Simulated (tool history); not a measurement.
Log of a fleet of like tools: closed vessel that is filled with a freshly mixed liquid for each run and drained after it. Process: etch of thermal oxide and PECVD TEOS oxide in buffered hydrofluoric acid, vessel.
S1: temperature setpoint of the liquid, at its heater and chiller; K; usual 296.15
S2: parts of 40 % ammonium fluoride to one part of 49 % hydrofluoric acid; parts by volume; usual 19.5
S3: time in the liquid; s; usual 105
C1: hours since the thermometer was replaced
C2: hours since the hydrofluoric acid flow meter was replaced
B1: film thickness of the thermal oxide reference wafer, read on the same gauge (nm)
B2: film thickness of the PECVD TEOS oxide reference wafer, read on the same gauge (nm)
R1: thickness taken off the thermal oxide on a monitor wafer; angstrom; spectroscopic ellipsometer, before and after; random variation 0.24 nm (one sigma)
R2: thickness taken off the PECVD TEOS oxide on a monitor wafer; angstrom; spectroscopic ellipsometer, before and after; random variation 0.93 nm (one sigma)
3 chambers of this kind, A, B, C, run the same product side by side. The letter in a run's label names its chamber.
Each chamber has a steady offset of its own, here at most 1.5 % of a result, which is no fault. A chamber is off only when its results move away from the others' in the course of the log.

run,hour,S1,S2,S3,C1,C2,B1,B2,R1,R2
1B,12.2,296.15,19.5,105,509.5,161.0,30.025,29.975,583.79,1988.2
2C,20.9,296.15,19.5,105,169.4,564.4,29.993,29.990,580.42,1947.9
3A,27.8,296.15,19.5,105,367.5,305.6,29.996,29.997,586.46,1964.7
4B,38.8,296.15,19.5,105,536.1,187.6,30.007,30.027,580.69,1980.5
5A,46.2,296.15,19.5,105,385.9,324.0,29.982,29.956,589.81,1973.4
6C,57.5,296.15,19.5,105,206.0,601.0,30.004,30.032,583.53,1953.7
7C,64.0,300.65,19.5,75,212.5,607.5,30.016,30.029,534.14,1777.7
8B,70.9,300.65,19.5,75,568.2,219.7,30.014,30.058,528.65,1799.0
9A,81.8,300.65,19.5,75,421.5,359.6,30.011,30.023,537.72,1807.1
10C,94.0,296.15,19.5,105,242.5,637.5,30.013,30.005,583.86,1950.3
11A,102.3,296.15,19.5,105,442.0,380.1,30.007,29.981,584.62,1944.8
12B,111.3,293.65,19.5,105,608.6,260.1,30.035,29.975,510.93,1724.4
13C,118.8,293.65,19.5,105,267.3,662.3,29.992,29.989,511.66,1717.0
14B,130.6,293.65,19.5,105,627.9,279.4,29.990,29.993,507.28,1730.3
15A,141.0,296.15,12.0,80,480.7,418.8,30.002,30.008,723.57,2423.5
16B,148.9,296.15,12.0,80,646.2,297.7,29.980,30.021,712.43,2408.9
17C,159.4,296.15,12.0,80,307.9,702.9,29.997,29.943,726.54,2409.7
18A,170.1,296.15,19.5,105,509.8,447.9,30.018,29.983,588.07,1949.3
19C,180.3,296.15,19.5,105,328.8,723.8,30.006,29.996,581.51,1964.0
20A,186.1,292.65,19.5,85,525.8,463.9,30.001,30.006,389.46,1300.2
21B,193.6,292.65,19.5,85,690.9,342.4,29.991,30.054,390.55,1326.1
22C,203.6,292.65,19.5,85,352.1,747.1,30.006,30.011,391.51,1308.2
23A,210.6,296.15,19.5,105,550.3,488.4,30.018,30.029,590.87,1965.8
24B,221.2,296.15,19.5,105,718.5,370.0,30.000,29.997,585.76,1977.3
25B,232.3,300.15,19.5,60,729.6,381.1,29.973,29.985,413.44,1402.2
26A,243.9,300.15,19.5,60,583.6,521.7,30.024,30.000,421.55,1396.5
27C,254.7,300.15,19.5,60,403.2,798.2,29.984,29.989,414.60,1384.7
28A,266.1,296.15,19.5,105,605.8,543.9,29.982,29.985,591.00,1963.8
29C,271.8,296.15,19.5,105,420.3,815.3,29.992,29.982,584.48,1948.5
30B,282.1,296.15,19.5,105,779.4,430.9,29.989,30.036,581.93,1980.8
31C,290.5,296.15,19.5,105,439.0,834.0,30.005,30.027,583.86,1950.4
32A,302.3,296.15,19.5,105,642.0,580.1,29.988,30.013,591.20,1958.0
33B,311.6,296.15,19.5,105,808.9,460.4,30.001,29.987,584.29,1968.5
34C,318.9,296.15,19.5,105,467.4,862.4,29.992,30.003,583.99,1952.1

All 3 chambers run these settings next. Forecast each chamber's results:
35A,327.7,296.15,19.5,105,,,,,?,?
35B,327.7,296.15,19.5,105,,,,,?,?
35C,327.7,296.15,19.5,105,,,,,?,?

run,R1,R2
35A,584.63,1965.6
35B,582.52,1984.7
35C,586.03,1951.3
